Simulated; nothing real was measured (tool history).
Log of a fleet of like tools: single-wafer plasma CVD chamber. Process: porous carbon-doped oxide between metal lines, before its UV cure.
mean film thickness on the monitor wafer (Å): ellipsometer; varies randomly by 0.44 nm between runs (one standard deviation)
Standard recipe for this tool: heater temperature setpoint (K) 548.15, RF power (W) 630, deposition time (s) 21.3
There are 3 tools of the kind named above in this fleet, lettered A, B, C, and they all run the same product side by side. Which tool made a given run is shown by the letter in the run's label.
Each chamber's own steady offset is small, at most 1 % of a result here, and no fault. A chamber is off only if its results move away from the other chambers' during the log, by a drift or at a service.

run	day	heater temperature setpoint (K)	RF power (W)	deposition time (s)	read-back reference wafer on the same gauge, thickness_nm	mean film thickness on the monitor wafer (Å)
1C	0.117	548.15	630	21.3	150.06	1564
2A	0.292	548.15	630	21.3	149.94	1584.4
3B	0.458	548.15	630	21.3	150.01	1562.6
4B	0.608	548.15	630	21.3	150.01	1563.3
5A	0.771	548.15	630	21.3	150.03	1591.9
6C	0.883	548.15	630	21.3	150.02	1566
7B	1.088	548.15	565	18.7	149.97	1281.3
8C	1.238	548.15	565	18.7	150.02	1288.9
9A	1.433	548.15	565	18.7	149.92	1303.6
10C	1.608	548.15	630	21.3	149.88	1566.4
11A	1.808	548.15	630	21.3	150.03	1583.6
12B	1.971	548.15	630	21.3	150.04	1566.9
13C	2.142	548.15	630	21.3	149.81	1560.8
14A	2.342	548.15	630	21.3	150.06	1594.2
15B	2.525	560.15	630	19.3	149.93	1313.2
16B	2.729	560.15	630	19.3	150.05	1315.7
17C	2.825	560.15	630	19.3	149.94	1311
18A	3.012	548.15	630	21.3	150.04	1587.6
19A	3.138	548.15	630	21.3	150	1593.9
20B	3.246	548.15	630	21.3	150.07	1570.9
21C	3.433	548.15	630	21.3	149.95	1550.5

Next, every chamber runs the same settings. What will each give?
22A	3.583	548.15	630	21.3		?
22B	3.583	548.15	630	21.3		?
22C	3.583	548.15	630	21.3		?

run	mean film thickness on the monitor wafer (Å)
22A	1585.2
22B	1568.3
22C	1542
